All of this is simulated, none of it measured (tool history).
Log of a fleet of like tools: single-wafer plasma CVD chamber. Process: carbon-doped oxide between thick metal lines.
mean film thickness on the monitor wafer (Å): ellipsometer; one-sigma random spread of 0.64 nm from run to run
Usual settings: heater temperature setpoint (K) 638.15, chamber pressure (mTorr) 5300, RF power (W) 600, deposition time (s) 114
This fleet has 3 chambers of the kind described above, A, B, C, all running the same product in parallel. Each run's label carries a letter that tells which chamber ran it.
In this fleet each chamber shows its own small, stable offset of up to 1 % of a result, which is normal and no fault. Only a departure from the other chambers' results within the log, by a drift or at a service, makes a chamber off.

run	day	heater temperature setpoint (K)	chamber pressure (mTorr)	RF power (W)	deposition time (s)	hours since the last thermocouple change	hours since the last RF generator calibration	hours since the last manometer calibration	read-back reference wafer on the same gauge, thickness_nm	mean film thickness on the monitor wafer (Å)
1B	0.367	638.15	5300	600	114	1148	404.7	157.1	672.13	6235.7
2C	0.708	638.15	5300	600	114	1402.6	2037.3	2221.6	672.2	6256.1
3A	1.188	638.15	5300	600	114	840.8	602.5	353.5	672.35	6250.9
4B	1.6	638.15	5300	600	114	1177.6	434.3	186.7	672.43	6232.9
5A	1.871	638.15	5300	600	114	857.2	618.9	369.9	672.57	6248.4
6C	2.258	624.15	5300	600	131	1439.8	2074.5	2258.8	672.65	7438.2
7B	2.621	624.15	5300	600	131	1202.1	458.8	211.2	672.69	7409.4
8A	3.108	624.15	5300	600	131	886.9	648.6	399.6	673.09	7422.5
9C	3.362	638.15	5300	600	114	1466.3	2101	2285.3	672.94	6268.2
10A	3.846	638.15	5300	600	114	904.6	666.3	417.3	673	6258
11C	4.267	638.15	5300	600	114	1488	2122.7	2307	673.22	6274.1
12B	4.612	651.15	5300	600	114	1249.9	506.6	259	673.08	6072.5
13A	4.975	651.15	5300	600	114	931.7	693.4	444.4	673.14	6095.4
14B	5.225	651.15	5300	600	114	1264.6	521.3	273.7	673.62	6069.8
15C	5.512	638.15	5300	600	114	1517.9	2152.6	2336.9	673.4	6257.5
16B	5.925	638.15	5300	600	114	1281.4	538.1	290.5	673.6	6228.5
17A	6.388	638.15	5300	600	114	965.6	727.3	478.3	673.68	6261.2
18C	6.712	638.15	5300	600	114	1546.7	2181.4	2365.7	673.74	6263.9
19A	6.975	638.15	5300	600	114	979.7	741.4	492.4	673.73	6264.7
20C	7.225	638.15	6430	600	114	1559	2193.7	2378	674.03	6429.1
21B	7.471	638.15	6430	600	114	1318.5	575.2	327.6	674.03	6394.9
22A	7.729	638.15	6430	600	114	997.8	759.5	510.5	674.02	6429.2
23C	8.067	638.15	5300	600	114	1579.2	2213.9	2398.2	674.19	6274.2
24B	8.354	638.15	5300	600	114	1339.7	596.4	348.8	674.23	6249.1
25C	8.796	638.15	5300	600	114	1596.7	2231.4	2415.7	674.14	6279
26B	9.021	638.15	5300	600	114	1355.7	612.4	364.8	674.38	6252.6
27A	9.346	638.15	5300	600	114	1036.6	798.3	549.3	674.53	6267
# day 9.696: chamber C: RF generator calibrated
28B	9.746	638.15	5300	600	114	1373.1	629.8	382.2	674.47	6264.7
29A	10.071	638.15	5300	600	114	1054	815.7	566.7	674.74	6266.6
30C	10.292	638.15	5300	600	114	1632.6	14.3	2451.6	674.77	6289.6

Is one chamber out of step, is the gauge drifting, or do the chambers differ by no more than their own small offsets? For an off chamber, give its letter and the likeliest cause.

Every chamber seems to shift together because the gauge that measures them all drifts; the chambers themselves are fine.
What lies behind it: gauge reads high (%) = 0.423.
